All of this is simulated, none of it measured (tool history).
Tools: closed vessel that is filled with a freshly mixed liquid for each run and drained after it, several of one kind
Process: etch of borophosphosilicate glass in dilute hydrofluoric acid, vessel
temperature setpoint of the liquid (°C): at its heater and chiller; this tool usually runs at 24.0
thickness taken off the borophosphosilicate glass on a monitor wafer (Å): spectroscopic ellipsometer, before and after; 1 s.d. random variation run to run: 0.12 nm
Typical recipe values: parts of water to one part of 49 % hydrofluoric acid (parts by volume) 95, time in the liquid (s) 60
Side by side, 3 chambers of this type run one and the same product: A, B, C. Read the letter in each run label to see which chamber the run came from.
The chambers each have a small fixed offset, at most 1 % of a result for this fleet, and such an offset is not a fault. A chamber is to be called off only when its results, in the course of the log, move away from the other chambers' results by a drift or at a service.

run     day  temperature setpoint of the liquid (°C)  parts of water to one part of 49 % hydrofluoric acid (parts by volume)  time in the liquid (s)  read-back film thickness of the borophosphosilicate glass reference wafer, read on the same gauge (nm)  thickness taken off the borophosphosilicate glass on a monitor wafer (Å)
 1C   0.325                                     24.0                                                                      95                      60                                                                                                  50.000                                                                    189.56
 2B   0.783                                     24.0                                                                      95                      60                                                                                                  50.013                                                                    192.56
 3A   1.258                                     24.0                                                                      95                      60                                                                                                  49.990                                                                    191.07
 4B   1.804                                     24.0                                                                      95                      60                                                                                                  49.988                                                                    192.70
 5C   2.229                                     24.0                                                                      95                      60                                                                                                  49.971                                                                    192.19
      2.496  -- chamber C: hydrofluoric acid flow meter replaced
 6A   2.554                                     24.0                                                                      95                      60                                                                                                  50.034                                                                    192.04
 7B   2.900                                     24.0                                                                      95                      60                                                                                                  50.029                                                                    191.93
 8C   3.300                                     24.0                                                                      95                      60                                                                                                  49.985                                                                    192.75
 9A   3.562                                     24.0                                                                      95                      60                                                                                                  49.994                                                                    190.01
10C   4.062                                     24.0                                                                      95                      60                                                                                                  49.988                                                                    191.58
11A   4.612                                     24.0                                                                      95                      60                                                                                                  49.951                                                                    190.92
12B   5.112                                     24.0                                                                      95                      60                                                                                                  49.955                                                                    192.62
13B   5.475                                     24.0                                                                      95                      60                                                                                                  49.985                                                                    194.55
14A   5.867                                     24.0                                                                      95                      60                                                                                                  49.993                                                                    187.80
15C   6.192                                     24.0                                                                      95                      60                                                                                                  49.979                                                                    191.94
16A   6.588                                     24.0                                                                      95                      60                                                                                                  49.979                                                                    190.48
17B   7.033                                     24.0                                                                      95                      60                                                                                                  50.006                                                                    194.44
18C   7.567                                     24.0                                                                      95                      60                                                                                                  50.022                                                                    192.13
19C   7.925                                     21.0                                                                      95                      80                                                                                                  50.018                                                                    223.58
20A   8.238                                     21.0                                                                      95                      80                                                                                                  49.979                                                                    225.40
21B   8.633                                     21.0                                                                      95                      80                                                                                                  50.008                                                                    225.43
22B   9.033                                     24.0                                                                      95                      60                                                                                                  50.016                                                                    192.48
23C   9.300                                     24.0                                                                      95                      60                                                                                                  50.006                                                                    191.98
24A   9.775                                     24.0                                                                      95                      60                                                                                                  50.006                                                                    190.20
25B  10.346                                     24.0                                                                      95                      60                                                                                                  49.979                                                                    191.39
26C  10.942                                     24.0                                                                      95                      60                                                                                                  49.951                                                                    192.17
27A  11.338                                     24.0                                                                      95                      60                                                                                                  50.006                                                                    189.17
28B  11.746                                     24.0                                                                      95                      40                                                                                                  49.997                                                                    128.05
29C  12.175                                     24.0                                                                      95                      40                                                                                                  49.990                                                                    128.42
30A  12.658                                     24.0                                                                      95                      40                                                                                                  49.988                                                                    128.21
31B  13.179                                     24.0                                                                      95                      60                                                                                                  50.013                                                                    193.26
32C  13.546                                     24.0                                                                      95                      60                                                                                                  50.008                                                                    190.79
33A  14.058                                     19.5                                                                      95                      80                                                                                                  50.007                                                                    211.89
34C  14.542                                     19.5                                                                      95                      80                                                                                                  50.023                                                                    210.58
35B  14.858                                     19.5                                                                      95                      80                                                                                                  49.979                                                                    214.15
36A  15.454                                     24.0                                                                      70                      30                                                                                                  50.005                                                                    134.42
     15.688  -- chamber A: thermometer replaced
37A  15.771                                     24.0                                                                      70                      30                                                                                                  49.976                                                                    133.24
38C  16.300                                     24.0                                                                      70                      30                                                                                                  50.001                                                                    133.77
39B  16.633                                     24.0                                                                      95                      60                                                                                                  50.021                                                                    193.18
     17.062  -- chamber A: hydrofluoric acid flow meter replaced
40A  17.092                                     24.0                                                                      95                      60                                                                                                  49.999                                                                    189.02

What goes on in this fleet: one chamber off, a drifting gauge, or nothing beyond the chambers' own small offsets? Name the chamber and the cause, if any.

No chamber is off and the gauge is stable; the differences are just each chamber's small, constant offset.
